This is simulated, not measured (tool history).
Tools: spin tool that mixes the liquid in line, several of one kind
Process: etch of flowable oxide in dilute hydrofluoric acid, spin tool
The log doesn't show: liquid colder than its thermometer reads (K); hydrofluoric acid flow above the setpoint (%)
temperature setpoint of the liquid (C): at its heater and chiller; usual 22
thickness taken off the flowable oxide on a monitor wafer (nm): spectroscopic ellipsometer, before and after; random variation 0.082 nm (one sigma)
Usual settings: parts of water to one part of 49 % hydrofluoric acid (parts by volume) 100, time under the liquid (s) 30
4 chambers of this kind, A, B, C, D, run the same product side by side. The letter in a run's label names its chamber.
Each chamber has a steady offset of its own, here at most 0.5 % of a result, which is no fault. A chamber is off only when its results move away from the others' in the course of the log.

run   hour  temperature setpoint of the liquid (C)  parts of water to one part of 49 % hydrofluoric acid (parts by volume)  time under the liquid (s)  hours since the thermometer was replaced  hours since the hydrofluoric acid flow meter was replaced  read-back film thickness of the flowable oxide reference wafer, read on the same gauge (nm)  thickness taken off the flowable oxide on a monitor wafer (nm)
 1C    3.2                                      22                                                                     100                         30                                    1526.4                                                      553.9                                                                                          140                                                          8.9744
 2B      8                                      22                                                                     100                         30                                       144                                                      151.3                                                                                       140.08                                                          9.1122
 3D   12.9                                      22                                                                     100                         30                                    1104.7                                                       43.3                                                                                       140.01                                                          8.9776
 4A   17.6                                      22                                                                     100                         30                                     868.5                                                     1059.3                                                                                       140.05                                                           8.784
 5C   21.3                                      22                                                                     100                         30                                    1544.5                                                        572                                                                                       139.97                                                          9.0194
 6D   25.3                                      24                                                                     100                         30                                    1117.1                                                       55.7                                                                                       139.97                                                          9.6098
 7B   30.8                                      24                                                                     100                         30                                     166.8                                                      174.1                                                                                       139.95                                                          9.8436
 8A   36.1                                      24                                                                     100                         30                                       887                                                     1077.8                                                                                       140.04                                                          9.6611
 9B   40.5                                      24                                                                     100                         30                                     176.5                                                      183.8                                                                                       140.04                                                          9.8526
10D   45.7                                      22                                                                     125                         30                                    1137.5                                                       76.1                                                                                       140.06                                                          6.9883
11A   50.1                                      22                                                                     125                         30                                       901                                                     1091.8                                                                                       140.03                                                          7.0318
12C   53.7                                      22                                                                     125                         30                                    1576.9                                                      604.4                                                                                       140.07                                                          6.9175
13A     59                                      22                                                                     125                         30                                     909.9                                                     1100.7                                                                                       139.99                                                          6.8923
14B     62                                      22                                                                     100                         30                                       198                                                      205.3                                                                                          140                                                          9.1035
15D   65.7                                      22                                                                     100                         30                                    1157.5                                                       96.1                                                                                       140.04                                                          9.0238
16C   69.9                                      22                                                                     100                         30                                    1593.1                                                      620.6                                                                                       140.03                                                          9.2286
17B   73.6                                      22                                                                     100                         30                                     209.6                                                      216.9                                                                                       140.02                                                          8.9088
18A   77.1                                      22                                                                     100                         15                                       928                                                     1118.8                                                                                       139.98                                                          4.4557
19D   80.6                                      22                                                                     100                         15                                    1172.4                                                        111                                                                                       139.96                                                          4.4663
20C     85                                      22                                                                     100                         15                                    1608.2                                                      635.7                                                                                       140.04                                                          4.6624
21D   88.2                                      22                                                                     100                         15                                      1180                                                      118.6                                                                                       139.97                                                          4.4613
      89.3  -- chamber A: hydrofluoric acid flow meter replaced
22A   91.3                                      22                                                                     100                         30                                     942.2                                                          2                                                                                       139.97                                                          8.9794
23C   94.9                                      22                                                                     100                         30                                    1618.1                                                      645.6                                                                                       140.04                                                            9.42
24B   99.8                                      22                                                                     100                         30                                     235.8                                                      243.1                                                                                       140.02                                                          9.0899
25D    104                                      22                                                                     100                         30                                    1195.8                                                      134.4                                                                                       139.97                                                          8.8689
26C  108.4                                      22                                                                     100                         30                                    1631.6                                                      659.1                                                                                       140.04                                                          9.4848
27B  111.7                                      22                                                                     100                         30                                     247.7                                                        255                                                                                       140.04                                                          9.0951
28A  117.2                                      22                                                                     100                         30                                     968.1                                                       27.9                                                                                       139.97                                                          8.8942
29A  122.3                                      22                                                                     100                         30                                     973.2                                                         33                                                                                       139.98                                                          8.9486

What goes on in this fleet: one chamber off, a drifting gauge, or nothing beyond the chambers' own small offsets? Name the chamber and the cause, if any.

Chamber C drifts away from the others.
Cause: hydrofluoric acid flow above the setpoint (%) = 5.28.
The log may not tell that from: liquid hotter than its thermometer reads (K).

Here are 4 candidates for chamber C's next run, each the usual settings with a change, their results left as question marks. Which one brings its results back in line with what the others give on the usual settings?
In line means no further than this from the other chambers' mean on the usual settings: thickness taken off the flowable oxide on a monitor wafer (nm) 0.29
30C-1  126.2                                    20.5                                                                     100                         30                                                                                                                                                                                                                                                                 ?
30C-2  126.2                                      22                                                                      95                         30                                                                                                                                                                                                                                                                 ?
30C-3  126.2                                      22                                                                      90                         30                                                                                                                                                                                                                                                                 ?
30C-4  126.2                                      19                                                                     100                         30                                                                                                                                                                                                                                                                 ?

The other chambers' mean on the usual settings: thickness taken off the flowable oxide on a monitor wafer (nm) 8.9416
  run  thickness taken off the flowable oxide on a monitor wafer (nm)
30C-1                                                          8.9999
30C-2                                                          10.126
30C-3                                                          10.756
30C-4                                                          8.4629
30C-1 brings the chamber back in line.
